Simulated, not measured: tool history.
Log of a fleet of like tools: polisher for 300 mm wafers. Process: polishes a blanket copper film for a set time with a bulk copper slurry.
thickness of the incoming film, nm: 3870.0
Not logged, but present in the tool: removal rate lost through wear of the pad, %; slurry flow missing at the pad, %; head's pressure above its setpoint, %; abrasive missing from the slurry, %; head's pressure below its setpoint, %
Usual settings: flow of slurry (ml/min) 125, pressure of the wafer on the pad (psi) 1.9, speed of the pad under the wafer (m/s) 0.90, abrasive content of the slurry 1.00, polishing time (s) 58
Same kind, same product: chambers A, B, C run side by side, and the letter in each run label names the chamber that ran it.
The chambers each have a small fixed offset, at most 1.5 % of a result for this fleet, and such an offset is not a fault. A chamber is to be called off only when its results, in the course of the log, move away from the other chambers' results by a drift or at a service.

run     day  flow of slurry (ml/min)  pressure of the wafer on the pad (psi)  speed of the pad under the wafer (m/s)  abrasive content of the slurry  polishing time (s)  wafers polished on this pad  hours since the slurry nozzle was cleaned  hours since the head pressure was calibrated  hours since the slurry blender was calibrated  film removed (angstrom)
 1B   0.321                      125                                     1.9                                    0.90                            1.00                  58                          908                                      436.0                                          25.2                                          121.3                   2766.6
 2C   0.779                      125                                     1.9                                    0.90                            1.00                  58                          814                                      122.6                                         571.2                                          200.2                   2736.9
 3A   1.138                      125                                     1.9                                    0.90                            1.00                  58                          796                                       52.2                                         256.5                                          225.9                   2757.4
      1.400  -- chamber A: slurry blender recalibrated
 4B   1.725                      125                                     1.9                                    0.90                            1.00                  58                         1216                                      469.7                                          58.9                                          155.0                   2787.1
      1.996  -- chamber C: slurry blender recalibrated
      2.046  -- chamber B: slurry blender recalibrated
 5C   2.142                      125                                     1.9                                    0.90                            1.00                  58                         1113                                      155.3                                         603.9                                            3.5                   2739.7
 6A   2.638                      125                                     1.9                                    0.90                            1.00                  58                         1125                                       88.2                                         292.5                                           29.8                   2703.8
      2.933  -- chamber B: worn pad replaced by a new one
      2.979  -- chamber C: worn pad replaced by a new one
 7B   3.046                      125                                     1.9                                    0.90                            1.00                  58                           25                                      501.4                                          90.6                                           24.1                   2762.9
 8C   3.417                      125                                     1.9                                    0.90                            1.00                  58                           96                                      185.9                                         634.5                                           34.1                   2757.6
      3.796  -- chamber A: worn pad replaced by a new one
 9A   3.975                      125                                     1.9                                    0.64                            1.25                  58                           39                                      120.3                                         324.6                                           61.9                   2021.9
10C   4.388                      125                                     1.9                                    0.64                            1.25                  58                          309                                      209.2                                         657.8                                           57.4                   2021.7
11A   4.992                      125                                     1.9                                    0.64                            1.25                  58                          262                                      144.7                                         349.0                                           86.3                   2036.2
12B   5.458                      125                                     1.9                                    0.90                            1.00                  58                          554                                      559.3                                         148.5                                           82.0                   2744.7
13C   5.917                      125                                     1.9                                    0.90                            1.00                  58                          645                                      245.9                                         694.5                                           94.1                   2734.3
14A   6.267                      125                                     2.5                                    1.02                            1.00                  58                          542                                      175.3                                         379.6                                          116.9                   4091.7
15B   6.696                      125                                     2.5                                    1.02                            1.00                  58                          826                                      589.0                                         178.2                                          111.7                   4166.5
16B   7.275                      125                                     2.5                                    1.02                            1.00                  58                          953                                      602.9                                         192.1                                          125.6                   4154.1
17A   7.612                      125                                     1.9                                    0.90                            1.00                  58                          837                                      207.6                                         411.9                                          149.2                   2748.1
      7.671  -- chamber C: worn pad replaced by a new one
18C   8.083                      125                                     1.9                                    0.64                            1.00                  58                           90                                      297.9                                         746.5                                          146.1                   1969.7
      8.154  -- chamber B: worn pad replaced by a new one
19B   8.671                      125                                     1.9                                    0.64                            1.00                  58                          113                                      636.4                                         225.6                                          159.1                   1995.4
20C   9.042                      125                                     1.9                                    0.64                            1.00                  58                          300                                      320.9                                         769.5                                          169.1                   1963.0
      9.117  -- chamber A: slurry blender recalibrated
      9.438  -- chamber A: worn pad replaced by a new one
21A   9.554                      125                                     1.9                                    0.90                            1.00                  58                           25                                      254.2                                         458.5                                           10.6                   2783.7
     10.129  -- chamber C: slurry nozzle cleaned
22C  10.154                      125                                     1.9                                    0.90                            1.00                  58                          545                                        0.7                                         796.2                                          195.8                   2730.0
     10.225  -- chamber B: slurry blender recalibrated
23A  10.775                      125                                     1.3                                    0.90                            1.00                  58                          293                                      283.5                                         487.8                                           39.9                   1875.4
24B  11.108                      125                                     1.3                                    0.90                            1.00                  58                          648                                      694.9                                         284.1                                           21.3                   1860.3
25A  11.538                      125                                     1.3                                    0.90                            1.00                  58                          461                                      301.8                                         506.1                                           58.2                   1883.3
     11.650  -- chamber A: head pressure recalibrated
26B  11.808                      125                                     1.9                                    0.90                            1.00                  58                          802                                      711.7                                         300.9                                           38.1                   2768.7
     12.025  -- chamber A: slurry nozzle cleaned
27C  12.242                      125                                     1.9                                    0.90                            1.00                  58                         1003                                       50.8                                         846.3                                          245.9                   2717.3
     12.708  -- chamber C: slurry blender recalibrated
     12.758  -- chamber C: worn pad replaced by a new one
28B  12.796                      125                                     1.9                                    0.90                            1.00                  58                         1018                                      735.4                                         324.6                                           61.8                   2798.1
29C  13.400                      150                                     2.3                                    0.90                            1.00                  58                          141                                       78.6                                         874.1                                           16.6                   3425.5
30A  13.688                      150                                     2.3                                    0.90                            1.00                  58                          932                                       39.9                                          48.9                                          109.8                   3794.0
31C  14.075                      150                                     2.3                                    0.90                            1.00                  58                          289                                       94.8                                         890.3                                           32.8                   3425.3
     14.400  -- chamber B: worn pad replaced by a new one
32B  14.467                       95                                     1.9                                    1.18                            1.00                  58                           15                                      775.5                                         364.7                                          101.9                   3357.1
33A  14.950                       95                                     1.9                                    1.18                            1.00                  58                         1210                                       70.2                                          79.2                                          140.1                   3711.4
     15.167  -- chamber B: head pressure recalibrated
34A  15.375                       95                                     1.9                                    1.18                            1.00                  58                         1303                                       80.4                                          89.4                                          150.3                   3721.7
35C  16.000                      125                                     1.9                                    0.90                            1.00                  58                          711                                      141.0                                         936.5                                           79.0                   2719.8
     16.408  -- chamber A: worn pad replaced by a new one
36B  16.425                      125                                     1.9                                    0.90                            1.00                  58                          444                                      822.5                                          30.2                                          148.9                   2778.2
37A  16.838                      125                                     1.9                                    0.90                            1.00                  58                           94                                      115.5                                         124.5                                          185.4                   3004.5
38B  17.288                      125                                     1.9                                    0.90                            1.00                  58                          634                                      843.2                                          50.9                                          169.6                   2757.5
     17.367  -- chamber C: worn pad replaced by a new one
     17.696  -- chamber B: slurry blender recalibrated
39C  17.708                      125                                     1.9                                    0.90                            1.00                  58                           75                                      182.0                                         977.5                                          120.0                   2741.4
40A  18.142                      125                                     1.9                                    0.90                            1.00                  58                          381                                      146.8                                         155.8                                          216.7                   3009.6
41B  18.508                      125                                     1.9                                    0.90                            1.00                  58                          902                                      872.5                                          80.2                                           19.5                   2766.3
     18.650  -- chamber A: slurry blender recalibrated
42C  18.992                      125                                     1.9                                    0.90                            1.00                  58                          356                                      212.8                                        1008.3                                          150.8                   2738.7
43A  19.433                      125                                     1.9                                    0.90                            1.00                  58                          664                                      177.8                                         186.8                                           18.8                   3008.9
     19.483  -- chamber B: slurry nozzle cleaned
44B  19.942                      125                                     1.9                                    0.90                            1.00                  58                         1216                                       11.1                                         114.6                                           53.9                   2749.7

The same settings go to every chamber for the next run, one line per chamber below. Forecast the results for each:
45A  20.388                      125                                     1.9                                    1.04                            1.00                  58                                                                                                                                                                                             ?
45B  20.388                      125                                     1.9                                    1.04                            1.00                  58                                                                                                                                                                                             ?
45C  20.388                      125                                     1.9                                    1.04                            1.00                  58                                                                                                                                                                                             ?

run  film removed (angstrom)
45A                   3485.5
45B                   3242.6
45C                   3166.6

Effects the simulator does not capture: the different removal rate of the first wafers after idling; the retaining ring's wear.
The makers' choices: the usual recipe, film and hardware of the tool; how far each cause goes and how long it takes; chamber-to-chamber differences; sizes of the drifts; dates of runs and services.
